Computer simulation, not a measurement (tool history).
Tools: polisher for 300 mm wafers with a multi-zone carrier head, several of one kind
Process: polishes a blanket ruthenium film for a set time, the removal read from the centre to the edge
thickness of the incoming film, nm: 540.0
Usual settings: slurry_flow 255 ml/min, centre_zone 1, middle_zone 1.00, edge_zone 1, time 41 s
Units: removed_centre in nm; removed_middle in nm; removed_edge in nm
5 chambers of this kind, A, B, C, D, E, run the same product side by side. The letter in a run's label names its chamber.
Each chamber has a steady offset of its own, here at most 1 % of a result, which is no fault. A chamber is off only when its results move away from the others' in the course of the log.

run	hour	slurry_flow	centre_zone	middle_zone	edge_zone	time	removed_centre	removed_middle	removed_edge
1B	6.2	255	1	1.00	1	41	34.828	34.927	34.841
# hour 10.8: chamber D: centre zone pressure recalibrated
2C	14.1	255	1	1.00	1	41	34.188	35.075	34.896
# hour 16.4: chamber A: worn pad replaced by a new one
# hour 16.8: chamber C: worn pad replaced by a new one
# hour 23.2: chamber B: worn pad replaced by a new one
3D	26.4	255	1	1.00	1	41	34.893	34.060	35.022
# hour 32.5: chamber B: centre zone pressure recalibrated
# hour 32.8: chamber D: worn pad replaced by a new one
4E	32.8	255	1	1.00	1	41	34.566	34.703	34.939
5A	41.8	255	1	1.00	1	41	34.619	34.796	34.235
# hour 50.0: chamber C: edge zone pressure recalibrated
6B	52.4	255	1	1.00	1	41	35.062	35.005	34.392
7C	61.6	255	1	1.00	1	41	34.139	34.353	35.313
8A	68.5	255	1	1.00	1	41	34.821	35.115	34.454
9E	74.3	255	1	1.00	1	41	35.059	34.299	34.525
10D	83.4	255	1	1.00	1	41	34.271	34.047	34.462
11A	91.3	255	1	1.00	1	41	34.345	35.304	33.799
# hour 93.7: chamber C: worn pad replaced by a new one
# hour 99.3: chamber B: worn pad replaced by a new one
12E	100.2	255	1	1.00	1	41	35.197	34.116	34.294
# hour 102.8: chamber D: worn pad replaced by a new one
13B	109.4	255	1	1.00	1	41	34.806	34.611	34.972
# hour 115.7: chamber A: worn pad replaced by a new one
14D	117.4	255	1	1.00	1	41	35.038	34.354	34.272
# hour 125.1: chamber D: edge zone pressure recalibrated
15C	129.7	255	1	1.00	1	54	45.086	46.136	46.814
16B	140.7	255	1	1.00	1	54	45.631	45.121	46.216
17D	149.9	255	1	1.00	1	54	45.271	45.351	45.367
# hour 157.0: chamber B: worn pad replaced by a new one
18A	158.1	255	1	1.00	1	54	45.709	45.858	44.661
19E	164.9	255	1	1.00	1	54	45.790	45.955	45.377
# hour 167.7: chamber C: worn pad replaced by a new one
# hour 174.8: chamber A: slurry nozzle cleaned
20C	177.0	255	1	1.00	1	41	34.438	34.640	34.937
# hour 182.5: chamber D: worn pad replaced by a new one
21B	187.6	255	1	0.92	1	41	34.564	32.379	34.850
22E	195.9	255	1	0.92	1	41	34.391	32.127	34.322
# hour 205.0: chamber A: worn pad replaced by a new one
23D	207.1	255	1	0.92	1	41	34.792	31.805	35.131
24A	215.4	255	1	0.92	1	41	35.027	32.619	34.093
25C	226.5	255	1	0.92	1	41	34.534	31.955	35.575
# hour 234.1: chamber B: worn pad replaced by a new one
26B	234.5	255	1	1.00	1	41	34.708	34.316	34.851
# hour 241.3: chamber C: worn pad replaced by a new one
27C	242.3	255	1	1.00	1	41	34.063	34.151	34.651
28D	250.5	255	1	1.00	1	48	40.363	40.038	40.378
# hour 257.7: chamber D: worn pad replaced by a new one
29A	260.7	255	1	1.00	1	48	40.505	40.667	40.681
30E	273.0	255	1	1.00	1	48	39.244	39.499	39.631
31C	285.7	255	1	1.00	1	48	40.243	40.436	41.273
32B	296.1	255	1	1.00	1	48	40.729	40.154	40.524
# hour 304.7: chamber A: worn pad replaced by a new one
33D	308.1	255	1	1.00	1	41	34.562	33.862	34.329
# hour 310.2: chamber C: worn pad replaced by a new one
# hour 310.4: chamber C: slurry nozzle cleaned
34E	319.4	255	1	1.00	1	41	33.799	32.980	32.882
35A	330.9	255	1	1.00	1	41	34.842	34.578	33.684
36C	339.0	255	1	1.00	1	41	34.584	34.234	34.708

All 5 chambers run these settings next. Forecast each chamber's results:
37A	348.2	255	1	0.96	1	41	?	?	?
37B	348.2	255	1	0.96	1	41	?	?	?
37C	348.2	255	1	0.96	1	41	?	?	?
37D	348.2	255	1	0.96	1	41	?	?	?
37E	348.2	255	1	0.96	1	41	?	?	?

run	removed_centre	removed_middle	removed_edge
37A	34.522	33.844	34.294
37B	34.804	33.848	35.054
37C	34.535	33.734	35.045
37D	34.653	33.140	34.031
37E	33.076	31.956	32.667
